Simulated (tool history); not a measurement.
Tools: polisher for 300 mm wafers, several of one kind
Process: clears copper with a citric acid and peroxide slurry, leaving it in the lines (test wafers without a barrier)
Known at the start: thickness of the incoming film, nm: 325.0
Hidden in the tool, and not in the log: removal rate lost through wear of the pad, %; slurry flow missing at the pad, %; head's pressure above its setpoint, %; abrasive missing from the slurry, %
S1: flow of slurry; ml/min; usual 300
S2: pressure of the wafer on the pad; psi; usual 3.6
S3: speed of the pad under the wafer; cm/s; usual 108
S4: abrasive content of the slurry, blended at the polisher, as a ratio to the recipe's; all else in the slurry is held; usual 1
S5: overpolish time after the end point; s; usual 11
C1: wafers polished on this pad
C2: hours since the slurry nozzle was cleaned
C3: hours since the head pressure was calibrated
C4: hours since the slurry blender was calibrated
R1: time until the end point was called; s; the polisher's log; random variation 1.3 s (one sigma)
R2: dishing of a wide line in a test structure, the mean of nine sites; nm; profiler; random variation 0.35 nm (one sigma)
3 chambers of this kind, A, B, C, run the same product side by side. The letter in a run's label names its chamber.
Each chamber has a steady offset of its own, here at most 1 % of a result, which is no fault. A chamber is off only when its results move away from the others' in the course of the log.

| run | hour | S1 | S2 | S3 | S4 | S5 | C1 | C2 | C3 | C4 | R1 | R2 |
|---|---|---|---|---|---|---|---|---|---|---|---|---|
| 1A | 3.8 | 300 | 3.6 | 108 | 1 | 11 | 599 | 323.3 | 518.8 | 64.3 | 96.832 | 26.204 |
| 2B | 10.5 | 300 | 3.6 | 108 | 1 | 11 | 409 | 93.3 | 590.5 | 241.3 | 95.091 | 26.888 |
| 3C | 18.3 | 300 | 3.6 | 108 | 1 | 11 | 552 | 71.4 | 507.2 | 331 | 97.157 | 27.185 |
| 4C | 25.4 | 300 | 3.6 | 108 | 1 | 11 | 599 | 78.5 | 514.3 | 338.1 | 97.849 | 27.252 |
| 5B | 32.3 | 300 | 3.6 | 108 | 1 | 11 | 556 | 115.1 | 612.3 | 263.1 | 96.586 | 26.319 |
| 6A | 39.7 | 300 | 3.6 | 108 | 1 | 11 | 841 | 359.2 | 554.7 | 100.2 | 96.741 | 27.295 |
| 7A | 46.3 | 300 | 3.6 | 108 | 1 | 11 | 886 | 365.8 | 561.3 | 106.8 | 93.997 | 27.116 |
| 8B | 51.2 | 300 | 3.6 | 108 | 1 | 11 | 684 | 134 | 631.2 | 282 | 95.392 | 26.567 |
| 9C | 57.8 | 300 | 3.6 | 108 | 1 | 11 | 818 | 110.9 | 546.7 | 370.5 | 96.315 | 27.223 |
| 10A | 65.1 | 300 | 3.6 | 108 | 1 | 11 | 1012 | 384.6 | 580.1 | 125.6 | 96.956 | 27.448 |
|  | 65.7 | chamber A: worn pad replaced by a new one |
|  | 67.9 | chamber C: worn pad replaced by a new one |
| 11C | 70.6 | 300 | 3.6 | 108 | 1 | 11 | 18 | 123.7 | 559.5 | 383.3 | 97.091 | 27.348 |
| 12B | 74.6 | 300 | 3.6 | 108 | 1 | 11 | 841 | 157.4 | 654.6 | 305.4 | 95.027 | 26.734 |
| 13C | 82.5 | 260 | 4.2 | 108 | 1 | 11 | 98 | 135.6 | 571.4 | 395.2 | 82.188 | 31.498 |
| 14B | 89.4 | 260 | 4.2 | 108 | 1 | 11 | 941 | 172.2 | 669.4 | 320.2 | 83.658 | 31.081 |
| 15A | 93.5 | 260 | 4.2 | 108 | 1 | 11 | 187 | 413 | 608.5 | 154 | 84.893 | 30.56 |
| 16B | 101.3 | 300 | 3.6 | 108 | 1 | 11 | 1021 | 184.1 | 681.3 | 332.1 | 97.212 | 27.01 |
| 17A | 106.6 | 300 | 3.6 | 108 | 1 | 11 | 275 | 426.1 | 621.6 | 167.1 | 98.248 | 27.261 |
| 18C | 112.4 | 300 | 3.6 | 108 | 1 | 11 | 300 | 165.5 | 601.3 | 425.1 | 93.747 | 27.501 |
| 19B | 117.1 | 300 | 3.6 | 108 | 1 | 11 | 1127 | 199.9 | 697.1 | 347.9 | 96.442 | 26.4 |
| 20C | 124.9 | 300 | 3.6 | 108 | 1 | 11 | 384 | 178 | 613.8 | 437.6 | 90.635 | 28.346 |
| 21A | 128.9 | 300 | 3.6 | 108 | 1 | 17 | 426 | 448.4 | 643.9 | 189.4 | 99.373 | 39.939 |
| 22A | 136.4 | 300 | 3.6 | 108 | 1 | 17 | 476 | 455.9 | 651.4 | 196.9 | 96.512 | 40.174 |
| 23C | 140.1 | 300 | 3.6 | 108 | 1 | 17 | 486 | 193.2 | 629 | 452.8 | 90.914 | 43.113 |

What goes on in this fleet: one chamber off, a drifting gauge, or nothing beyond the chambers' own small offsets? Name the chamber and the cause, if any.

Chamber C drifts away from the others.
Cause: head's pressure above its setpoint, % = 7.87.

Here are 4 candidates for chamber C's next run, each the usual settings with a change, their results left as question marks. Which one brings its results back in line with what the others give on the usual settings?
In line means no further than this from the other chambers' mean on the usual settings: R1 4.6 s; R2 1.2 nm
| 24C-1 | 145.8 | 300 | 3.7 | 112 | 1 | 11 |  |  |  |  | ? | ? |
| 24C-2 | 145.8 | 300 | 3.5 | 104 | 1 | 11 |  |  |  |  | ? | ? |
| 24C-3 | 145.8 | 300 | 3.3 | 100 | 1 | 11 |  |  |  |  | ? | ? |
| 24C-4 | 145.8 | 300 | 3.9 | 116 | 1 | 11 |  |  |  |  | ? | ? |

The other chambers' mean on the usual settings: R1 97.049 s; R2 26.976 nm
| run | R1 | R2 |
|---|---|---|
| 24C-1 | 85.089 | 30.873 |
| 24C-2 | 96.789 | 27.411 |
| 24C-3 | 106.66 | 25.031 |
| 24C-4 | 77.987 | 33.455 |
24C-2 brings the chamber back in line.
